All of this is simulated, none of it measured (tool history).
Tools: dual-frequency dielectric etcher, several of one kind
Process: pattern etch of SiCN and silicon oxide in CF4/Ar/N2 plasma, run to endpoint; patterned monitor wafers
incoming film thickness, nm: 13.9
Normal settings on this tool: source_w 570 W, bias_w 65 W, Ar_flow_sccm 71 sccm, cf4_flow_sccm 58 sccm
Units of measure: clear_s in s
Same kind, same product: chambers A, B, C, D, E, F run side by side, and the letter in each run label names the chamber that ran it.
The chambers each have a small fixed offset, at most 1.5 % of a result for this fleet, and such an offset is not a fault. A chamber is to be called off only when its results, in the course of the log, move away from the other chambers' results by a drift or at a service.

| run | day | source_w | bias_w | Ar_flow_sccm | cf4_flow_sccm | hours since the last wet clean | hours since the last source power generator calibration | hours since the last bias power generator calibration | hours since the last Ar flow controller change | hours since the last CF4 flow controller change | clear_s |
|---|---|---|---|---|---|---|---|---|---|---|---|
| 1D | 0.550 | 570 | 65 | 71 | 58 | 258.8 | 1276.3 | 1574.9 | 258.9 | 3969.3 | 13.269 |
| 2A | 1.079 | 570 | 65 | 71 | 58 | 285.2 | 1436.9 | 72.8 | 1879.1 | 1007.1 | 13.191 |
| 3B | 1.367 | 570 | 65 | 71 | 58 | 470.1 | 49.7 | 170.7 | 1519.8 | 606.9 | 13.198 |
|  | 1.683 | chamber F: source power generator calibrated |
|  | 1.746 | chamber A: Ar flow controller replaced |
| 4C | 1.758 | 570 | 65 | 71 | 58 | 534.9 | 3707.1 | 1276.4 | 2677.7 | 964.5 | 13.132 |
| 5E | 2.054 | 570 | 65 | 71 | 58 | 440.2 | 1618.1 | 600.0 | 391.8 | 161.2 | 13.204 |
| 6F | 2.433 | 570 | 65 | 71 | 58 | 289.0 | 18.1 | 278.0 | 1302.6 | 2965.4 | 13.377 |
|  | 2.454 | chamber C: wet clean of the chamber |
| 7E | 2.825 | 570 | 65 | 71 | 45 | 458.7 | 1636.6 | 618.5 | 410.3 | 179.7 | 13.724 |
| 8C | 3.367 | 570 | 65 | 71 | 45 | 21.9 | 3745.7 | 1315.0 | 2716.3 | 1003.1 | 13.771 |
| 9D | 3.696 | 570 | 65 | 71 | 45 | 334.3 | 1351.8 | 1650.4 | 334.4 | 4044.8 | 13.889 |
|  | 3.962 | chamber C: source power generator calibrated |
| 10A | 4.025 | 570 | 65 | 71 | 45 | 355.9 | 1507.6 | 143.5 | 54.7 | 1077.8 | 13.619 |
| 11F | 4.288 | 570 | 65 | 71 | 45 | 333.5 | 62.6 | 322.5 | 1347.1 | 3009.9 | 14.050 |
| 12B | 4.579 | 570 | 65 | 71 | 45 | 547.2 | 126.8 | 247.8 | 1596.9 | 684.0 | 13.716 |
| 13A | 4.975 | 570 | 65 | 71 | 58 | 378.7 | 1530.4 | 166.3 | 77.5 | 1100.6 | 13.233 |
| 14F | 5.271 | 570 | 65 | 71 | 58 | 357.1 | 86.2 | 346.1 | 1370.7 | 3033.5 | 13.537 |
| 15B | 5.796 | 570 | 65 | 71 | 58 | 576.4 | 156.0 | 277.0 | 1626.1 | 713.2 | 13.126 |
| 16E | 6.217 | 570 | 65 | 71 | 58 | 540.1 | 1718.0 | 699.9 | 491.7 | 261.1 | 13.145 |
| 17C | 6.504 | 570 | 65 | 71 | 65 | 97.2 | 61.1 | 1390.3 | 2791.6 | 1078.4 | 12.941 |
|  | 6.950 | chamber F: wet clean of the chamber |
| 18D | 6.954 | 570 | 65 | 71 | 65 | 412.5 | 1430.0 | 1728.6 | 412.6 | 4123.0 | 13.205 |
|  | 7.075 | chamber A: wet clean of the chamber |
| 19D | 7.267 | 570 | 65 | 71 | 65 | 420.0 | 1437.5 | 1736.1 | 420.1 | 4130.5 | 13.221 |
|  | 7.321 | chamber B: wet clean of the chamber |
| 20B | 7.625 | 570 | 65 | 71 | 65 | 7.4 | 199.9 | 320.9 | 1670.0 | 757.1 | 12.928 |
| 21F | 7.917 | 570 | 65 | 71 | 65 | 23.3 | 149.7 | 409.6 | 1434.2 | 3097.0 | 13.135 |
|  | 8.158 | chamber E: wet clean of the chamber |
| 22E | 8.167 | 570 | 65 | 71 | 65 | 0.2 | 1764.8 | 746.7 | 538.5 | 307.9 | 12.986 |
| 23C | 8.546 | 570 | 65 | 71 | 58 | 146.2 | 110.1 | 1439.3 | 2840.6 | 1127.4 | 13.099 |
| 24A | 8.788 | 570 | 65 | 71 | 67 | 41.2 | 1621.9 | 257.8 | 169.0 | 1192.1 | 12.832 |
| 25C | 9.238 | 570 | 65 | 71 | 67 | 162.8 | 126.7 | 1455.9 | 2857.2 | 1144.0 | 12.934 |
| 26D | 9.538 | 570 | 65 | 71 | 67 | 474.5 | 1492.0 | 1790.6 | 474.6 | 4185.0 | 13.386 |
| 27B | 9.829 | 570 | 65 | 71 | 67 | 60.3 | 252.8 | 373.8 | 1722.9 | 810.0 | 12.978 |
| 28E | 10.246 | 570 | 65 | 71 | 67 | 50.1 | 1814.7 | 796.6 | 588.4 | 357.8 | 12.900 |
| 29F | 10.775 | 570 | 65 | 71 | 67 | 91.9 | 218.3 | 478.2 | 1502.8 | 3165.6 | 13.066 |
| 30A | 11.071 | 570 | 65 | 71 | 58 | 96.0 | 1676.7 | 312.6 | 223.8 | 1246.9 | 13.236 |
| 31E | 11.362 | 570 | 74 | 71 | 58 | 76.9 | 1841.5 | 823.4 | 615.2 | 384.6 | 12.752 |
| 32D | 11.629 | 570 | 74 | 71 | 58 | 524.7 | 1542.2 | 1840.8 | 524.8 | 4235.2 | 13.059 |
| 33B | 12.108 | 570 | 74 | 71 | 58 | 115.0 | 307.5 | 428.5 | 1777.6 | 864.7 | 12.578 |
| 34C | 12.404 | 570 | 74 | 71 | 58 | 238.8 | 202.7 | 1531.9 | 2933.2 | 1220.0 | 12.672 |
| 35F | 12.938 | 570 | 74 | 71 | 58 | 143.8 | 270.2 | 530.1 | 1554.7 | 3217.5 | 12.892 |
| 36A | 13.333 | 570 | 74 | 71 | 58 | 150.3 | 1731.0 | 366.9 | 278.1 | 1301.2 | 12.620 |
| 37D | 13.604 | 570 | 65 | 71 | 58 | 572.1 | 1589.6 | 1888.2 | 572.2 | 4282.6 | 13.765 |
| 38C | 14.071 | 570 | 65 | 71 | 58 | 278.8 | 242.7 | 1571.9 | 2973.2 | 1260.0 | 13.182 |
| 39E | 14.483 | 570 | 65 | 55 | 68 | 151.8 | 1916.4 | 898.3 | 690.1 | 459.5 | 12.435 |
| 40A | 14.950 | 570 | 65 | 55 | 68 | 189.1 | 1769.8 | 405.7 | 316.9 | 1340.0 | 12.380 |
| 41B | 15.479 | 570 | 65 | 55 | 68 | 195.9 | 388.4 | 509.4 | 1858.5 | 945.6 | 12.446 |
| 42F | 15.988 | 570 | 65 | 55 | 68 | 217.0 | 343.4 | 603.3 | 1627.9 | 3290.7 | 12.666 |
| 43B | 16.521 | 570 | 65 | 55 | 68 | 220.9 | 413.4 | 534.4 | 1883.5 | 970.6 | 12.465 |

Decide between three cases: one chamber stands off from its peers, the gauge reading all wafers drifts, or nothing is wrong past each chamber's small offset. Where a chamber is off, say which and what most likely put it there.

Little by little, chamber D moves away from the other chambers.
What lies behind it: etch rate under this chamber's usual, % = 4.31.
It could be hard to tell apart here from: source power that arrives under what is set, %.

Here are 4 candidates for chamber D's next run, each the usual settings with a change, their results left as question marks. Which one brings its results back in line with what the others give on the usual settings?
Maximum distance from the other chambers' mean on the usual settings for a result to count as in line: clear_s 0.180 s
| 44D-1 | 16.917 | 570 | 75 | 71 | 58 |  |  |  |  |  | ? |
| 44D-2 | 16.917 | 570 | 65 | 76 | 54 |  |  |  |  |  | ? |
| 44D-3 | 16.917 | 570 | 70 | 71 | 58 |  |  |  |  |  | ? |
| 44D-4 | 16.917 | 570 | 65 | 93 | 58 |  |  |  |  |  | ? |

Other chambers, usual settings, mean: clear_s 13.236 s
| run | clear_s |
|---|---|
| 44D-1 | 13.261 |
| 44D-2 | 14.190 |
| 44D-3 | 13.561 |
| 44D-4 | 14.491 |
Change 44D-1 lands the chamber within the allowed miss of the other chambers.
